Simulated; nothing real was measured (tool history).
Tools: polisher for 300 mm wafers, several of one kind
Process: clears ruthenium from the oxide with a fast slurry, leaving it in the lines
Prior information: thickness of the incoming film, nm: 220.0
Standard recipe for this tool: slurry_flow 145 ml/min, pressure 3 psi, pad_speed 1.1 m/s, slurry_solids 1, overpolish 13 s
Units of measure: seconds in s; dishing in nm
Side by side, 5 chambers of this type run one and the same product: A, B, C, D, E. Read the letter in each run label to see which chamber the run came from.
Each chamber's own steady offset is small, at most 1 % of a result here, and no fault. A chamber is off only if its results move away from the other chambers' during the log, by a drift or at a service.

run   hour  slurry_flow  pressure  pad_speed  slurry_solids  overpolish  wafers polished on this pad  hours since the slurry nozzle was cleaned  hours since the head pressure was calibrated  hours since the slurry blender was calibrated  seconds  dishing
       2.3  -- chamber C: worn pad replaced by a new one
 1C    6.1          145         3        1.1              1          13                           35                                      208.7                                         397.4                                           86.6   47.331   38.879
       9.6  -- chamber B: slurry blender recalibrated
 2B   12.8          145         3        1.1              1          13                          440                                      126.4                                         602.5                                            3.3   45.924   36.383
 3E   21.2          145         3        1.1              1          13                          276                                      169.2                                         591.7                                          270.2   46.428   38.269
      22.8  -- chamber D: slurry blender recalibrated
 4A   29.2          145         3        1.1              1          13                          837                                       43.5                                         317.4                                            105   47.127   37.542
 5D   33.6          145         3        1.1              1          13                          571                                      422.3                                         404.9                                           10.8   47.234   37.587
      42.1  -- chamber E: worn pad replaced by a new one
 6E   42.9          145         3        1.1              1          13                            8                                      190.9                                         613.4                                          291.9    46.37   38.112
      50.5  -- chamber D: worn pad replaced by a new one
      52.1  -- chamber E: slurry blender recalibrated
 7C   52.2          165         3        1.1              1          13                          454                                      254.8                                         443.5                                          132.7   47.102    37.77
 8B   57.6          165         3        1.1              1          13                          848                                      171.2                                         647.3                                           48.1   46.219   39.996
      63.6  -- chamber A: worn pad replaced by a new one
 9D   67.7          165         3        1.1              1          13                          156                                      456.4                                           439                                           44.9   46.091   37.845
      71.4  -- chamber E: slurry nozzle cleaned
      75.2  -- chamber C: worn pad replaced by a new one
10A   77.1          165         3        1.1              1          13                          123                                       91.4                                         365.3                                          152.9   46.189   38.268
      77.9  -- chamber D: head pressure recalibrated
11C   81.7          165         3        1.1              1          13                           59                                      284.3                                           473                                          162.2    46.99   38.421
12B   88.3          145         3        1.1              1          13                         1127                                      201.9                                           678                                           78.8   48.508   37.785
      91.7  -- chamber E: worn pad replaced by a new one
13E   98.5          145         3        1.1              1          13                           62                                       27.1                                           669                                           46.5    47.39   38.195
     102.9  -- chamber A: slurry blender recalibrated
14D  106.2          145         3        1.1           1.25          13                          506                                      494.9                                          28.3                                           83.4   42.775   38.491
     106.7  -- chamber B: worn pad replaced by a new one
15A  114.9          145         3        1.1           1.25          13                          467                                      129.2                                         403.1                                           12.1   41.693   41.874
16C  122.5          145         3        1.1           1.25          13                          430                                      325.1                                         513.8                                            203   45.319   38.797
17A    129          145         3        1.1           1.25          13                          595                                      143.3                                         417.2                                           26.2   42.729   39.813
     130.1  -- chamber D: worn pad replaced by a new one
     132.8  -- chamber C: head pressure recalibrated
18B  135.2          145         3        1.1           1.25          13                          259                                      248.8                                         724.9                                          125.7    43.48   39.477
19D  141.4           95         3        1.1              1          13                          103                                      530.1                                          63.5                                          118.6   53.402   35.591
     144.1  -- chamber C: worn pad replaced by a new one
20E  147.2           95         3        1.1              1          13                          505                                       75.8                                         717.7                                           95.2   51.463   35.473
     150.7  -- chamber E: worn pad replaced by a new one
21E  154.2           95         3        1.1              1          13                           32                                       82.8                                         724.7                                          102.2   51.068   36.366
22D  164.4           95         3        1.1              1          13                          313                                      553.1                                          86.5                                          141.6   52.264   34.507
23B  170.1           95         3        1.1              1          13                          577                                      283.7                                         759.8                                          160.6   52.447   34.669
24A    178          145         3        1.1              1          13                         1041                                      192.3                                         466.2                                           75.2   46.262   38.424
25C  185.1          145         3        1.1              1          13                          373                                      387.7                                          52.3                                          265.6   55.077   35.428
     188.3  -- chamber A: slurry nozzle cleaned
26B  192.2          145         3        1.1              1          13                          778                                      305.8                                         781.9                                          182.7   48.097   37.081
     198.8  -- chamber A: worn pad replaced by a new one
       200  -- chamber D: slurry nozzle cleaned
27C  200.9          145         3        1.1              1          13                          517                                      403.5                                          68.1                                          281.4   54.442   35.172
     203.5  -- chamber D: worn pad replaced by a new one
28E  206.8          145         3       0.92              1          13                          511                                      135.4                                         777.3                                          154.8   56.612   32.236
     208.5  -- chamber D: slurry blender recalibrated
29D  211.4          145         3       0.92              1          13                           72                                       11.5                                         133.5                                            2.9    57.43   34.229
     211.8  -- chamber E: worn pad replaced by a new one
30A  221.2          145         3       0.92              1          13                          204                                       32.9                                         509.4                                          118.4   58.657   33.292
     225.9  -- chamber C: worn pad replaced by a new one
31B  227.9          145         3       0.92              1          13                         1103                                      341.5                                         817.6                                          218.4   57.567   33.184
32E  236.3          145         3       0.92              1          13                          223                                      164.9                                         806.8                                          184.3   55.467   35.073
33D  246.2          145       3.6        1.1              1           5                          389                                       46.3                                         168.3                                           37.7   40.717   21.048
34C  250.9          145       3.6        1.1              1           5                          228                                      453.5                                         118.1                                          331.4    48.35   18.517
35A  260.5          145       3.6        1.1              1           5                          562                                       72.2                                         548.7                                          157.7   39.455   21.436
36C  265.8          145       3.6        1.1              1           5                          363                                      468.4                                           133                                          346.3   48.317   18.155

The same settings go to every chamber for the next run, one line per chamber below. Forecast the results for each:
37A  273.1          185         3        1.1              1          13                                                                                                                                                                             ?        ?
37B  273.1          185         3        1.1              1          13                                                                                                                                                                             ?        ?
37C  273.1          185         3        1.1              1          13                                                                                                                                                                             ?        ?
37D  273.1          185         3        1.1              1          13                                                                                                                                                                             ?        ?
37E  273.1          185         3        1.1              1          13                                                                                                                                                                             ?        ?

run  seconds  dishing
37A   46.727   38.179
37B   46.543   38.512
37C   56.949   32.881
37D    46.15   37.106
37E   46.115   37.752

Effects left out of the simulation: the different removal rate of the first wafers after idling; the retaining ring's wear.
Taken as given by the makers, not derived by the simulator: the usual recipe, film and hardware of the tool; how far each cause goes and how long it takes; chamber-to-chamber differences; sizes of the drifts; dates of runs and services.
